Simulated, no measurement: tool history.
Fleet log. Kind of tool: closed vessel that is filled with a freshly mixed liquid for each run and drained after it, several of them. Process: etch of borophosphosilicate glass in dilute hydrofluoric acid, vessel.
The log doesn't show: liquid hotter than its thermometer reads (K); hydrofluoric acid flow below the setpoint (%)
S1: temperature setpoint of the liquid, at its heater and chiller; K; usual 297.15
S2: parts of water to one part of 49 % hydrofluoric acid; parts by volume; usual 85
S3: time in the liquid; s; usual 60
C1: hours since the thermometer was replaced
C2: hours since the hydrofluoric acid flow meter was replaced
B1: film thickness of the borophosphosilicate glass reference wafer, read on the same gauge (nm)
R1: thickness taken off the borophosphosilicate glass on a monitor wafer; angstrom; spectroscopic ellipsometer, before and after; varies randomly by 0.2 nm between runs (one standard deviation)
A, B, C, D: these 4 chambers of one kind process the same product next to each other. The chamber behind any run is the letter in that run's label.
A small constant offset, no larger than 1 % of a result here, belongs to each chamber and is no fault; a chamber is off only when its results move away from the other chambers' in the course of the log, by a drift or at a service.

Run 1B, hour 7.1: usual settings; C1 55; C2 443.2; B1 90.034. Result: R1 314.4 angstrom.
Run 2A, hour 17: usual settings; C1 1236; C2 428.4; B1 89.998. Result: R1 315.24 angstrom.
Run 3D, hour 28.3: usual settings; C1 803.9; C2 355.6; B1 89.981. Result: R1 316.67 angstrom.
Run 4C, hour 39.2: usual settings; C1 200.8; C2 818.6; B1 89.995. Result: R1 317.51 angstrom.
Run 5B, hour 46: usual settings; C1 93.9; C2 482.1; B1 90.002. Result: R1 315.45 angstrom.
Run 6A, hour 53.9: usual settings but S1 292.65 K, S2 65 parts by volume; C1 1272.9; C2 465.3; B1 90.027. Result: R1 352.87 angstrom.
Run 7C, hour 60.7: usual settings but S1 292.65 K, S2 65 parts by volume; C1 222.3; C2 840.1; B1 90.003. Result: R1 357.11 angstrom.
Run 8D, hour 69.6: usual settings but S1 292.65 K, S2 65 parts by volume; C1 845.2; C2 396.9; B1 89.964. Result: R1 348.12 angstrom.
Run 9D, hour 79.3: usual settings but S1 292.65 K, S2 65 parts by volume; C1 854.9; C2 406.6; B1 89.951. Result: R1 357.81 angstrom.
Run 10A, hour 88.2: usual settings; C1 1307.2; C2 499.6; B1 89.99. Result: R1 315.11 angstrom.
Run 11C, hour 99.5: usual settings but S1 293.15 K, S3 70 s; C1 261.1; C2 878.9; B1 90. Result: R1 313.51 angstrom.
Run 12B, hour 109.8: usual settings but S1 293.15 K, S3 70 s; C1 157.7; C2 545.9; B1 90.035. Result: R1 310.91 angstrom.
Run 13A, hour 116.2: usual settings but S1 293.15 K, S3 70 s; C1 1335.2; C2 527.6; B1 90.051. Result: R1 308.48 angstrom.
Run 14C, hour 127.1: usual settings but S1 293.15 K, S3 70 s; C1 288.7; C2 906.5; B1 90.011. Result: R1 314.78 angstrom.
Run 15B, hour 136.6: usual settings; C1 184.5; C2 572.7; B1 90.018. Result: R1 316.09 angstrom.
Run 16D, hour 146.7: usual settings; C1 922.3; C2 474; B1 90.049. Result: R1 315.11 angstrom.
Run 17D, hour 154.9: usual settings; C1 930.5; C2 482.2; B1 90.017. Result: R1 315.78 angstrom.
Run 18A, hour 164: usual settings but S2 100 parts by volume, S3 30 s; C1 1383; C2 575.4; B1 90.022. Result: R1 129.46 angstrom.
Run 19B, hour 175.1: usual settings but S2 100 parts by volume, S3 30 s; C1 223; C2 611.2; B1 89.981. Result: R1 132.33 angstrom.
At hour 178: chamber D: thermometer replaced.
Run 20C, hour 182.9: usual settings but S2 100 parts by volume, S3 30 s; C1 344.5; C2 962.3; B1 89.99. Result: R1 131.72 angstrom.
Run 21B, hour 192.2: usual settings but S2 100 parts by volume, S3 30 s; C1 240.1; C2 628.3; B1 90.003. Result: R1 132 angstrom.
Run 22A, hour 204.3: usual settings; C1 1423.3; C2 615.7; B1 90.023. Result: R1 305.98 angstrom.
Run 23D, hour 212.7: usual settings; C1 34.7; C2 540; B1 90.005. Result: R1 318.82 angstrom.
Run 24C, hour 224.5: usual settings but S2 100 parts by volume; C1 386.1; C2 1003.9; B1 89.998. Result: R1 266.94 angstrom.
Run 25B, hour 233.5: usual settings but S2 100 parts by volume; C1 281.4; C2 669.6; B1 90.008. Result: R1 259.39 angstrom.
Run 26D, hour 242.7: usual settings but S2 100 parts by volume; C1 64.7; C2 570; B1 89.989. Result: R1 266.48 angstrom.
Run 27A, hour 254.5: usual settings but S2 100 parts by volume; C1 1473.5; C2 665.9; B1 89.982. Result: R1 254.01 angstrom.
Run 28C, hour 264.5: usual settings; C1 426.1; C2 1043.9; B1 89.992. Result: R1 317.47 angstrom.
Run 29C, hour 277.3: usual settings; C1 438.9; C2 1056.7; B1 89.98. Result: R1 318.75 angstrom.
Run 30D, hour 288.9: usual settings; C1 110.9; C2 616.2; B1 89.996. Result: R1 313.29 angstrom.
Run 31B, hour 301.1: usual settings; C1 349; C2 737.2; B1 89.963. Result: R1 313.17 angstrom.
Run 32A, hour 311.4: usual settings; C1 1530.4; C2 722.8; B1 90.06. Result: R1 300.91 angstrom.
Run 33B, hour 322.7: usual settings; C1 370.6; C2 758.8; B1 90.022. Result: R1 316.33 angstrom.

Is one chamber out of step, is the gauge drifting, or do the chambers differ by no more than their own small offsets? For an off chamber, give its letter and the likeliest cause.

Little by little, chamber A moves away from the other chambers.
Most likely cause: hydrofluoric acid flow below the setpoint (%) = 5.92.
Not necessarily distinguishable in this log from: liquid colder than its thermometer reads (K).

Chamber A could run next with any of the 4 candidate recipes listed below; each alters the usual settings, and their results appear as question marks. Which one brings its results back in line with what the other chambers deliver on the usual settings?
In line means no further than this from the other chambers' mean on the usual settings: R1 7.1 angstrom
Run 34A-1, hour 331.9: usual settings but S2 90 parts by volume. Result: R1 ?.
Run 34A-2, hour 331.9: usual settings but S1 298.65 K. Result: R1 ?.
Run 34A-3, hour 331.9: usual settings but S1 297.65 K. Result: R1 ?.
Run 34A-4, hour 331.9: usual settings but S1 296.65 K. Result: R1 ?.

What the other chambers average on the usual settings: R1 316.65 angstrom
  run      R1
34A-1  279.66
34A-2  316.02
34A-3  303.76
34A-4  291.88
34A-2 brings the chamber back in line.
